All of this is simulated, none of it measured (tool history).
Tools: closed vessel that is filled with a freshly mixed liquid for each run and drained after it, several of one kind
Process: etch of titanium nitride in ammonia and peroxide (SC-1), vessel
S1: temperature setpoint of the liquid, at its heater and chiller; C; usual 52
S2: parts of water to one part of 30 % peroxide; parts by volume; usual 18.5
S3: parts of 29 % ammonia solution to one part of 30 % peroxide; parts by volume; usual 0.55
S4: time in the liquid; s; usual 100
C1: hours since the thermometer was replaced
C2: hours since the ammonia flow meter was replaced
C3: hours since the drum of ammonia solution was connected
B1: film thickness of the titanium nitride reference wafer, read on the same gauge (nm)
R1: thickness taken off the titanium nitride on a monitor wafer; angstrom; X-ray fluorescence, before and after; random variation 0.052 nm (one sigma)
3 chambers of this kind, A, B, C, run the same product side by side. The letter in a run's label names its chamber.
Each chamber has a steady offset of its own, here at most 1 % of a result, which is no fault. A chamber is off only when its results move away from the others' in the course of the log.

Run 1A, hour 3.4: usual settings; C1 620.3; C2 264.7; C3 161.7; B1 40.003. Result: R1 63.508 angstrom.
Run 2C, hour 8.6: usual settings; C1 820; C2 1541.1; C3 312.7; B1 39.991. Result: R1 64.049 angstrom.
Run 3B, hour 14: usual settings; C1 2443.3; C2 709.5; C3 77.1; B1 39.998. Result: R1 63.518 angstrom.
Run 4B, hour 17.7: usual settings; C1 2447; C2 713.2; C3 80.8; B1 39.995. Result: R1 63.944 angstrom.
Run 5A, hour 23.2: usual settings; C1 640.1; C2 284.5; C3 181.5; B1 40.018. Result: R1 63.726 angstrom.
Run 6C, hour 26: usual settings; C1 837.4; C2 1558.5; C3 330.1; B1 40.007. Result: R1 64.421 angstrom.
At hour 26.2: chamber B: ammonia flow meter replaced.
Run 7A, hour 30.7: usual settings but S3 0.4 parts by volume, S4 70 s; C1 647.6; C2 292; C3 189; B1 40.004. Result: R1 41.468 angstrom.
Run 8C, hour 35.5: usual settings but S3 0.4 parts by volume, S4 70 s; C1 846.9; C2 1568; C3 339.6; B1 40.005. Result: R1 42.161 angstrom.
Run 9B, hour 41.7: usual settings but S3 0.4 parts by volume, S4 70 s; C1 2471; C2 15.6; C3 104.8; B1 39.975. Result: R1 42.239 angstrom.
Run 10C, hour 47.6: usual settings; C1 859; C2 1580.1; C3 351.7; B1 40.004. Result: R1 63.986 angstrom.
Run 11B, hour 52: usual settings; C1 2481.3; C2 25.9; C3 115.1; B1 40.008. Result: R1 64.718 angstrom.
Run 12A, hour 56.6: usual settings; C1 673.5; C2 317.9; C3 214.9; B1 39.978. Result: R1 63.606 angstrom.
Run 13C, hour 62: usual settings; C1 873.4; C2 1594.5; C3 366.1; B1 39.983. Result: R1 64.762 angstrom.
Run 14A, hour 65.2: usual settings; C1 682.1; C2 326.5; C3 223.5; B1 40.004. Result: R1 63.565 angstrom.
Run 15B, hour 70.1: usual settings but S4 40 s; C1 2499.4; C2 44; C3 133.2; B1 40.018. Result: R1 25.674 angstrom.
Run 16A, hour 73.5: usual settings but S4 40 s; C1 690.4; C2 334.8; C3 231.8; B1 40.017. Result: R1 25.611 angstrom.
Run 17B, hour 77.7: usual settings but S4 40 s; C1 2507; C2 51.6; C3 140.8; B1 40.004. Result: R1 25.809 angstrom.
Run 18C, hour 83.6: usual settings; C1 895; C2 1616.1; C3 387.7; B1 40.002. Result: R1 65.013 angstrom.
Run 19B, hour 88.5: usual settings but S2 24 parts by volume; C1 2517.8; C2 62.4; C3 151.6; B1 39.988. Result: R1 55.604 angstrom.
Run 20C, hour 93: usual settings but S2 24 parts by volume; C1 904.4; C2 1625.5; C3 397.1; B1 39.999. Result: R1 56.025 angstrom.
Run 21A, hour 99.2: usual settings but S2 24 parts by volume; C1 716.1; C2 360.5; C3 257.5; B1 40.008. Result: R1 57.149 angstrom.
Run 22A, hour 103: usual settings; C1 719.9; C2 364.3; C3 261.3; B1 39.988. Result: R1 66.031 angstrom.
Run 23C, hour 107.8: usual settings; C1 919.2; C2 1640.3; C3 411.9; B1 40.003. Result: R1 64.195 angstrom.
Run 24B, hour 113: usual settings; C1 2542.3; C2 86.9; C3 176.1; B1 40.002. Result: R1 63.568 angstrom.
Run 25C, hour 118.2: usual settings; C1 929.6; C2 1650.7; C3 422.3; B1 40.017. Result: R1 65.008 angstrom.
Run 26A, hour 123.8: usual settings; C1 740.7; C2 385.1; C3 282.1; B1 39.979. Result: R1 67.548 angstrom.
Run 27B, hour 129.2: usual settings; C1 2558.5; C2 103.1; C3 192.3; B1 39.99. Result: R1 64.15 angstrom.
Run 28C, hour 134.8: usual settings; C1 946.2; C2 1667.3; C3 438.9; B1 40.002. Result: R1 63.681 angstrom.
Run 29B, hour 138.7: usual settings; C1 2568; C2 112.6; C3 201.8; B1 40.006. Result: R1 63.65 angstrom.
Run 30A, hour 144.6: usual settings; C1 761.5; C2 405.9; C3 302.9; B1 40.016. Result: R1 68.513 angstrom.
Run 31C, hour 149.9: usual settings; C1 961.3; C2 1682.4; C3 454; B1 40.008. Result: R1 65.376 angstrom.
Run 32A, hour 153: usual settings; C1 769.9; C2 414.3; C3 311.3; B1 40.005. Result: R1 69.613 angstrom.
Run 33B, hour 156.7: usual settings; C1 2586; C2 130.6; C3 219.8; B1 40.006. Result: R1 64.037 angstrom.
Run 34A, hour 161.4: usual settings; C1 778.3; C2 422.7; C3 319.7; B1 39.99. Result: R1 69.998 angstrom.
Run 35C, hour 165.7: usual settings; C1 977.1; C2 1698.2; C3 469.8; B1 40.014. Result: R1 63.069 angstrom.
Run 36B, hour 169.3: usual settings but S3 0.65 parts by volume; C1 2598.6; C2 143.2; C3 232.4; B1 39.979. Result: R1 66.478 angstrom.
Run 37B, hour 173.1: usual settings but S3 0.65 parts by volume; C1 2602.4; C2 147; C3 236.2; B1 40.007. Result: R1 65.396 angstrom.

Next, every chamber runs the same settings. What will each give?
Run 38A, hour 177.6: usual settings but S4 55 s. Result: R1 ?.
Run 38B, hour 177.6: usual settings but S4 55 s. Result: R1 ?.
Run 38C, hour 177.6: usual settings but S4 55 s. Result: R1 ?.

run      R1
38A  39.523
38B  34.966
38C  35.411
